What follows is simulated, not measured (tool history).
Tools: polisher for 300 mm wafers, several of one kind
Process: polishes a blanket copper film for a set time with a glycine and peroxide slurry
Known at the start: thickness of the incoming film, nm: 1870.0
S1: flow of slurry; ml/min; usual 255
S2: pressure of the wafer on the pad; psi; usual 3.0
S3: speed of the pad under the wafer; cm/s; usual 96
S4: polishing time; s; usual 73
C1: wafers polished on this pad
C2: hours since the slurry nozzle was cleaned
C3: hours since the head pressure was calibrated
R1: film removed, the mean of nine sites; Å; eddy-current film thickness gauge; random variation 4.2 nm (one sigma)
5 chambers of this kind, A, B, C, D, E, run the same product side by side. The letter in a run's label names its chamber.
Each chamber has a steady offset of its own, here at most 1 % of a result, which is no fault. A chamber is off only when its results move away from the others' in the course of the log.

run	hour	S1	S2	S3	S4	C1	C2	C3	R1
# hour 1.3: chamber C: head pressure recalibrated
1B	4.5	255	3.0	96	73	828	121.5	905.6	4828.5
# hour 5.2: chamber C: worn pad replaced by a new one
2D	8.4	255	3.0	96	73	121	459.6	427.0	4857.9
3A	12.4	255	3.0	96	73	480	353.0	53.5	4820.0
4C	15.6	255	3.0	96	73	124	85.4	14.4	4835.7
5E	19.5	255	3.7	96	64	333	530.9	92.0	5092.4
6B	23.7	255	3.7	96	64	1056	140.7	924.8	5017.7
# hour 26.9: chamber A: worn pad replaced by a new one
7E	28.8	255	3.7	96	64	444	540.2	101.3	4982.3
8A	33.2	255	3.7	96	64	75	373.8	74.3	5026.9
9D	39.7	255	3.7	96	64	493	490.9	458.3	5100.2
10C	46.1	255	3.0	96	73	486	115.9	44.9	4777.2
# hour 48.5: chamber D: worn pad replaced by a new one
11E	52.5	255	3.0	96	73	726	563.9	125.0	4720.5
12D	56.6	255	3.0	96	73	96	507.8	475.2	4929.3
# hour 57.3: chamber E: worn pad replaced by a new one
13B	59.8	300	3.0	96	73	1485	176.8	960.9	4931.3
# hour 61.9: chamber C: worn pad replaced by a new one
14A	63.2	300	3.0	96	73	431	403.8	104.3	4878.6
# hour 66.9: chamber D: slurry nozzle cleaned
# hour 67.5: chamber B: worn pad replaced by a new one
15C	68.4	300	3.0	96	73	78	138.2	67.2	4856.9
16C	71.8	300	3.0	96	73	118	141.6	70.6	4933.5
17A	77.8	300	3.0	96	73	605	418.4	118.9	4840.2
18D	80.8	255	3.0	96	73	384	14.0	499.4	4818.2
19B	84.0	255	3.0	96	73	197	201.0	985.1	4827.7
20E	89.7	180	3.0	96	73	385	601.1	162.2	4496.9
# hour 90.4: chamber A: worn pad replaced by a new one
21A	94.2	180	3.0	96	73	45	434.8	135.3	4562.7
22B	98.9	180	3.0	96	73	374	215.9	1000.0	4638.9
23D	103.6	180	3.0	96	73	655	36.8	522.2	4600.1
24E	108.1	180	3.0	96	73	604	619.5	180.6	4468.5
# hour 108.8: chamber D: worn pad replaced by a new one
# hour 111.1: chamber D: head pressure recalibrated
25C	114.1	255	3.0	96	73	621	183.9	112.9	4801.5
# hour 114.9: chamber B: head pressure recalibrated
26E	120.1	255	3.0	96	73	746	631.5	192.6	4742.5
# hour 121.6: chamber C: worn pad replaced by a new one
27A	123.8	225	3.0	126	73	397	464.4	164.9	5810.2
28B	128.1	225	3.0	126	73	721	245.1	13.3	5938.1
# hour 128.7: chamber E: worn pad replaced by a new one
29C	133.2	225	3.0	126	73	138	203.0	132.0	5871.7
30D	139.6	225	3.0	126	73	366	72.8	28.5	6029.4
31A	145.4	225	3.0	126	73	654	486.0	186.5	5952.9
32E	149.3	255	3.0	96	73	245	660.7	221.8	4632.8
# hour 150.5: chamber A: worn pad replaced by a new one
33C	154.5	255	3.0	96	73	391	224.3	153.3	4822.6
34D	159.3	255	3.0	96	73	600	92.5	48.2	4929.5
35B	162.7	255	3.0	96	73	1132	279.7	47.9	4774.9
# hour 164.0: chamber D: worn pad replaced by a new one
36C	166.8	255	3.0	96	73	537	236.6	165.6	4796.8
37A	171.9	255	3.0	96	73	255	512.5	213.0	4769.3
38E	178.2	255	3.0	96	73	589	689.6	250.7	4583.9
39B	182.3	255	3.8	96	73	1365	299.3	67.5	5906.0
40D	186.1	255	3.8	96	73	262	119.3	75.0	5853.7

Is one chamber off against the others, does the gauge drift, or is nothing wrong? If a chamber is off, say which, and what the likeliest cause is.

Chamber E drifts away from the others.
Cause: slurry flow missing at the pad, % = 40.2.
The log may not tell that from: head's pressure below its setpoint, %.

Here are 4 candidates for chamber E's next run, each the usual settings with a change, their results left as question marks. Which one brings its results back in line with what the others give on the usual settings?
In line means no further than this from the other chambers' mean on the usual settings: R1 150.0 Å
41E-1	190.9	255	3.1	98	75				?
41E-2	190.9	245	2.6	96	73				?
41E-3	190.9	255	3.0	94	70				?
41E-4	190.9	260	3.0	96	81				?

The other chambers' mean on the usual settings: R1 4809.2 Å
run	R1
41E-1	4853.0
41E-2	4000.6
41E-3	4259.8
41E-4	5031.6
41E-1 brings the chamber back in line.
